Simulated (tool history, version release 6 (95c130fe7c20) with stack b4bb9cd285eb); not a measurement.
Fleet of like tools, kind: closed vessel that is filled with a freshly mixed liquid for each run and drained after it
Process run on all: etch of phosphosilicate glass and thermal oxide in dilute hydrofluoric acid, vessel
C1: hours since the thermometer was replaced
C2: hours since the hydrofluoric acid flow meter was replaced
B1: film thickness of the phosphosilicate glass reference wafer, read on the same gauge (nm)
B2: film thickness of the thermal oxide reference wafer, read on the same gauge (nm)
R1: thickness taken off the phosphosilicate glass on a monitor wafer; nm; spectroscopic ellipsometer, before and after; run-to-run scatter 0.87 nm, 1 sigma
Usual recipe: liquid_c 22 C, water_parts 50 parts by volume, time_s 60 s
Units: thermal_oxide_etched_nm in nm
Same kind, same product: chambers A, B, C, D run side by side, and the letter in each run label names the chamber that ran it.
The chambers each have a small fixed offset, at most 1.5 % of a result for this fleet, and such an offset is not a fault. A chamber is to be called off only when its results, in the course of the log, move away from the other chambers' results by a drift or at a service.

run 1C hour=11 | liquid_c=22 water_parts=50 time_s=60 | C1=441.2 C2=1314.6 | B1=79.97 B2=140 | R1=236.9 thermal_oxide_etched_nm=5.8546
run 2D hour=21.2 | liquid_c=22 water_parts=50 time_s=60 | C1=646.5 C2=1197.7 | B1=80.011 B2=139.98 | R1=234.19 thermal_oxide_etched_nm=5.7941
run 3A hour=31.7 | liquid_c=22 water_parts=50 time_s=60 | C1=310.9 C2=131.5 | B1=79.999 B2=139.99 | R1=235.76 thermal_oxide_etched_nm=5.8326
run 4B hour=41.1 | liquid_c=22 water_parts=50 time_s=60 | C1=460.5 C2=1458.3 | B1=80.012 B2=140.01 | R1=235.09 thermal_oxide_etched_nm=5.9032
run 5B hour=49.6 | liquid_c=22 water_parts=50 time_s=60 | C1=469 C2=1466.8 | B1=79.994 B2=140.01 | R1=235.08 thermal_oxide_etched_nm=5.9115
run 6C hour=63.7 | liquid_c=22 water_parts=50 time_s=60 | C1=493.9 C2=1367.3 | B1=79.99 B2=139.99 | R1=237.01 thermal_oxide_etched_nm=5.7497
run 7D hour=72.4 | liquid_c=22 water_parts=50 time_s=60 | C1=697.7 C2=1248.9 | B1=80.032 B2=139.99 | R1=235.97 thermal_oxide_etched_nm=5.8438
run 8A hour=85.9 | liquid_c=22 water_parts=50 time_s=60 | C1=365.1 C2=185.7 | B1=79.991 B2=140.01 | R1=234.84 thermal_oxide_etched_nm=5.9103
run 9B hour=95.2 | liquid_c=22 water_parts=50 time_s=75 | C1=514.6 C2=1512.4 | B1=79.98 B2=140 | R1=293.44 thermal_oxide_etched_nm=7.3073
run 10A hour=103.3 | liquid_c=22 water_parts=50 time_s=75 | C1=382.5 C2=203.1 | B1=80.01 B2=140.01 | R1=295.69 thermal_oxide_etched_nm=7.4453
run 11C hour=110 | liquid_c=22 water_parts=50 time_s=75 | C1=540.2 C2=1413.6 | B1=79.988 B2=139.99 | R1=295.76 thermal_oxide_etched_nm=7.2699
run 12D hour=118.5 | liquid_c=22 water_parts=50 time_s=75 | C1=743.8 C2=1295 | B1=80.018 B2=140 | R1=295.07 thermal_oxide_etched_nm=7.2704
run 13C hour=127.6 | liquid_c=22 water_parts=50 time_s=60 | C1=557.8 C2=1431.2 | B1=80.008 B2=140 | R1=235.5 thermal_oxide_etched_nm=5.8672
run 14A hour=137.4 | liquid_c=22 water_parts=40 time_s=60 | C1=416.6 C2=237.2 | B1=80 B2=139.99 | R1=299.63 thermal_oxide_etched_nm=7.5323
-- hour=141.2 chamber C: thermometer replaced
run 15D hour=151 | liquid_c=22 water_parts=40 time_s=60 | C1=776.3 C2=1327.5 | B1=80.017 B2=140.01 | R1=298.26 thermal_oxide_etched_nm=7.3761
-- hour=159.5 chamber C: hydrofluoric acid flow meter replaced
run 16B hour=165 | liquid_c=22 water_parts=40 time_s=60 | C1=584.4 C2=1582.2 | B1=80.055 B2=140 | R1=296.59 thermal_oxide_etched_nm=7.4391
run 17B hour=172.7 | liquid_c=22 water_parts=40 time_s=60 | C1=592.1 C2=1589.9 | B1=79.986 B2=139.99 | R1=296.64 thermal_oxide_etched_nm=7.3718
run 18D hour=185.6 | liquid_c=22 water_parts=50 time_s=60 | C1=810.9 C2=1362.1 | B1=80.022 B2=140.01 | R1=237.32 thermal_oxide_etched_nm=5.8954
run 19C hour=194.6 | liquid_c=22 water_parts=50 time_s=60 | C1=53.5 C2=35.2 | B1=80.029 B2=140 | R1=236.65 thermal_oxide_etched_nm=5.8277
run 20A hour=201.4 | liquid_c=24 water_parts=50 time_s=40 | C1=480.6 C2=301.2 | B1=80.033 B2=139.99 | R1=171.91 thermal_oxide_etched_nm=4.3134
run 21D hour=210.3 | liquid_c=24 water_parts=50 time_s=40 | C1=835.6 C2=1386.8 | B1=80.004 B2=139.99 | R1=171.02 thermal_oxide_etched_nm=4.2264
run 22C hour=216.8 | liquid_c=24 water_parts=50 time_s=40 | C1=75.7 C2=57.4 | B1=80.031 B2=140 | R1=170.43 thermal_oxide_etched_nm=4.2304
run 23A hour=231.6 | liquid_c=24 water_parts=50 time_s=40 | C1=510.8 C2=331.4 | B1=79.983 B2=140.01 | R1=171.18 thermal_oxide_etched_nm=4.277
run 24B hour=240.2 | liquid_c=22 water_parts=50 time_s=60 | C1=659.6 C2=1657.4 | B1=80.017 B2=140 | R1=233.3 thermal_oxide_etched_nm=5.9003
run 25A hour=247.9 | liquid_c=22 water_parts=50 time_s=60 | C1=527.1 C2=347.7 | B1=80.001 B2=139.99 | R1=235.48 thermal_oxide_etched_nm=5.9566
run 26C hour=260 | liquid_c=22 water_parts=50 time_s=60 | C1=118.9 C2=100.6 | B1=79.978 B2=140 | R1=236.59 thermal_oxide_etched_nm=5.8292
run 27D hour=267.2 | liquid_c=22 water_parts=50 time_s=60 | C1=892.5 C2=1443.7 | B1=79.989 B2=140.03 | R1=236.48 thermal_oxide_etched_nm=5.867
run 28B hour=277 | liquid_c=22 water_parts=50 time_s=60 | C1=696.4 C2=1694.2 | B1=80.01 B2=140.02 | R1=234.45 thermal_oxide_etched_nm=5.9414
run 29D hour=291.5 | liquid_c=22 water_parts=50 time_s=60 | C1=916.8 C2=1468 | B1=80.046 B2=140 | R1=235.83 thermal_oxide_etched_nm=5.8366
run 30A hour=304.3 | liquid_c=22 water_parts=50 time_s=60 | C1=583.5 C2=404.1 | B1=79.989 B2=140.01 | R1=237.34 thermal_oxide_etched_nm=5.9682
-- hour=305.1 chamber A: thermometer replaced
run 31C hour=315.1 | liquid_c=22 water_parts=50 time_s=30 | C1=174 C2=155.7 | B1=79.962 B2=139.99 | R1=117.95 thermal_oxide_etched_nm=2.9168
run 32B hour=327.2 | liquid_c=22 water_parts=50 time_s=30 | C1=746.6 C2=1744.4 | B1=79.995 B2=140 | R1=116.66 thermal_oxide_etched_nm=2.9723
run 33A hour=335.2 | liquid_c=22 water_parts=50 time_s=30 | C1=30.1 C2=435 | B1=79.994 B2=139.98 | R1=118.94 thermal_oxide_etched_nm=2.9793
run 34B hour=344 | liquid_c=22 water_parts=50 time_s=30 | C1=763.4 C2=1761.2 | B1=80.022 B2=139.98 | R1=116.47 thermal_oxide_etched_nm=2.9451
-- hour=344.5 chamber B: hydrofluoric acid flow meter replaced
-- hour=345.3 chamber A: hydrofluoric acid flow meter replaced
run 35D hour=357.2 | liquid_c=22 water_parts=50 time_s=60 | C1=982.5 C2=1533.7 | B1=79.993 B2=140.01 | R1=235.94 thermal_oxide_etched_nm=5.9012
run 36C hour=369.8 | liquid_c=22 water_parts=50 time_s=60 | C1=228.7 C2=210.4 | B1=80.029 B2=140.01 | R1=237.11 thermal_oxide_etched_nm=5.8134
run 37C hour=377.5 | liquid_c=22 water_parts=50 time_s=60 | C1=236.4 C2=218.1 | B1=80.038 B2=140.01 | R1=235.3 thermal_oxide_etched_nm=5.8343
run 38A hour=384.3 | liquid_c=22 water_parts=50 time_s=60 | C1=79.2 C2=39 | B1=80.006 B2=140 | R1=237.31 thermal_oxide_etched_nm=5.9096
run 39B hour=391.3 | liquid_c=22 water_parts=50 time_s=60 | C1=810.7 C2=46.8 | B1=80.021 B2=140.01 | R1=233.97 thermal_oxide_etched_nm=5.9034
run 40D hour=401 | liquid_c=22 water_parts=50 time_s=60 | C1=1026.3 C2=1577.5 | B1=80.011 B2=140.01 | R1=235.4 thermal_oxide_etched_nm=5.8502
run 41C hour=414.7 | liquid_c=22 water_parts=50 time_s=60 | C1=273.6 C2=255.3 | B1=79.969 B2=140.01 | R1=235.93 thermal_oxide_etched_nm=5.8434
run 42B hour=423.6 | liquid_c=22 water_parts=50 time_s=60 | C1=843 C2=79.1 | B1=80.023 B2=140 | R1=234.12 thermal_oxide_etched_nm=5.8706

For the next run the whole fleet of 4 chambers uses the same settings. Give each chamber's results:
run 43A hour=434.2 | liquid_c=22 water_parts=50 time_s=60 | R1=? thermal_oxide_etched_nm=?
run 43B hour=434.2 | liquid_c=22 water_parts=50 time_s=60 | R1=? thermal_oxide_etched_nm=?
run 43C hour=434.2 | liquid_c=22 water_parts=50 time_s=60 | R1=? thermal_oxide_etched_nm=?
run 43D hour=434.2 | liquid_c=22 water_parts=50 time_s=60 | R1=? thermal_oxide_etched_nm=?

run=43A R1=238.07 thermal_oxide_etched_nm=5.9506
run=43B R1=234.92 thermal_oxide_etched_nm=5.9131
run=43C R1=235.45 thermal_oxide_etched_nm=5.8236
run=43D R1=237.1 thermal_oxide_etched_nm=5.8609
